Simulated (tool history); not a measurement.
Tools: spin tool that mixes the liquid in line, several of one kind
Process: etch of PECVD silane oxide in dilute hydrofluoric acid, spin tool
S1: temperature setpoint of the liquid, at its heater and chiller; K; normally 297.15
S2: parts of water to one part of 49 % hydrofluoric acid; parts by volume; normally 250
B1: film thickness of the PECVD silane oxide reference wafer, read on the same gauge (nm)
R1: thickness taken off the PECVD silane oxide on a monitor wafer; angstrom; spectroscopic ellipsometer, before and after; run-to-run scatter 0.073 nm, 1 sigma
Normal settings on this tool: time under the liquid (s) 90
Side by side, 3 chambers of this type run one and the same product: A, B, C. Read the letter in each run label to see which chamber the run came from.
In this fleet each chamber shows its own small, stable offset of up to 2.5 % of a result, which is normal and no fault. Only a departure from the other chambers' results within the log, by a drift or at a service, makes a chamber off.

{"run": "1A", "hour": 5.7, "S1": 297.15, "S2": 250, "time under the liquid (s)": 90, "B1": 109.99, "R1": 150.69}
{"run": "2C", "hour": 8.4, "S1": 297.15, "S2": 250, "time under the liquid (s)": 90, "B1": 109.99, "R1": 154.6}
{"run": "3B", "hour": 14.6, "S1": 297.15, "S2": 250, "time under the liquid (s)": 90, "B1": 109.98, "R1": 148.75}
{"run": "4B", "hour": 18.0, "S1": 297.15, "S2": 250, "time under the liquid (s)": 90, "B1": 109.99, "R1": 148.05}
{"run": "5C", "hour": 23.0, "S1": 297.15, "S2": 175, "time under the liquid (s)": 90, "B1": 110.01, "R1": 235.79}
{"run": "6A", "hour": 28.7, "S1": 297.15, "S2": 175, "time under the liquid (s)": 90, "B1": 109.97, "R1": 233.08}
{"run": "7C", "hour": 34.9, "S1": 297.15, "S2": 175, "time under the liquid (s)": 90, "B1": 110.03, "R1": 237.1}
{"run": "8B", "hour": 40.4, "S1": 297.15, "S2": 250, "time under the liquid (s)": 90, "B1": 109.97, "R1": 148.27}
{"run": "9A", "hour": 46.6, "S1": 297.15, "S2": 250, "time under the liquid (s)": 90, "B1": 109.95, "R1": 152.04}
{"run": "10B", "hour": 52.8, "S1": 297.15, "S2": 250, "time under the liquid (s)": 90, "B1": 110.01, "R1": 147.3}
{"run": "11C", "hour": 58.2, "S1": 297.15, "S2": 250, "time under the liquid (s)": 90, "B1": 109.99, "R1": 154.56}
{"run": "12A", "hour": 63.3, "S1": 297.15, "S2": 250, "time under the liquid (s)": 90, "B1": 110.01, "R1": 151.68}
{"run": "13A", "hour": 69.5, "S1": 297.15, "S2": 165, "time under the liquid (s)": 90, "B1": 110.02, "R1": 249.49}
{"run": "14C", "hour": 74.3, "S1": 297.15, "S2": 165, "time under the liquid (s)": 90, "B1": 110, "R1": 256.41}
{"run": "15B", "hour": 77.9, "S1": 297.15, "S2": 165, "time under the liquid (s)": 90, "B1": 110.02, "R1": 246.45}
{"run": "16C", "hour": 80.7, "S1": 297.15, "S2": 250, "time under the liquid (s)": 90, "B1": 110, "R1": 157.2}
{"run": "17A", "hour": 85.8, "S1": 297.15, "S2": 250, "time under the liquid (s)": 90, "B1": 110.01, "R1": 151.51}
{"run": "18B", "hour": 91.3, "S1": 297.15, "S2": 250, "time under the liquid (s)": 90, "B1": 110.01, "R1": 148.48}
{"run": "19C", "hour": 97.4, "S1": 297.15, "S2": 195, "time under the liquid (s)": 125, "B1": 110.01, "R1": 297.33}
{"run": "20B", "hour": 102.0, "S1": 297.15, "S2": 195, "time under the liquid (s)": 125, "B1": 110.05, "R1": 280.09}
{"run": "21A", "hour": 105.8, "S1": 297.15, "S2": 195, "time under the liquid (s)": 125, "B1": 109.98, "R1": 285.34}
{"run": "22C", "hour": 111.2, "S1": 297.15, "S2": 250, "time under the liquid (s)": 90, "B1": 109.99, "R1": 161.94}
{"run": "23B", "hour": 117.4, "S1": 297.15, "S2": 250, "time under the liquid (s)": 90, "B1": 110.01, "R1": 148.65}
{"run": "24A", "hour": 121.6, "S1": 297.15, "S2": 250, "time under the liquid (s)": 90, "B1": 110, "R1": 151.93}

What goes on in this fleet: one chamber off, a drifting gauge, or nothing beyond the chambers' own small offsets? Name the chamber and the cause, if any.

Little by little, chamber C moves away from the other chambers.
Likeliest cause: liquid hotter than its thermometer reads (K) = 1.46.
The log may not separate it from: hydrofluoric acid flow above the setpoint (%).

Which of the 4 candidates below, each the usual settings with something changed and its results left as question marks, puts chamber C back in line with what the other chambers give on the usual settings?
A result is in line if it is within this distance of the other chambers' mean on the usual settings: R1 2.5 angstrom
{"run": "25C-1", "hour": 126.2, "S1": 297.15, "S2": 245, "time under the liquid (s)": 95, "R1": "?"}
{"run": "25C-2", "hour": 126.2, "S1": 296.65, "S2": 250, "time under the liquid (s)": 80, "R1": "?"}
{"run": "25C-3", "hour": 126.2, "S1": 297.15, "S2": 255, "time under the liquid (s)": 85, "R1": "?"}
{"run": "25C-4", "hour": 126.2, "S1": 301.15, "S2": 250, "time under the liquid (s)": 90, "R1": "?"}

The other chambers' mean on the usual settings: R1 149.8 angstrom
run=25C-1 R1=175.25
run=25C-2 R1=141.35
run=25C-3 R1=149.18
run=25C-4 R1=186.13
With 25C-3, the chamber falls back in line with the rest.
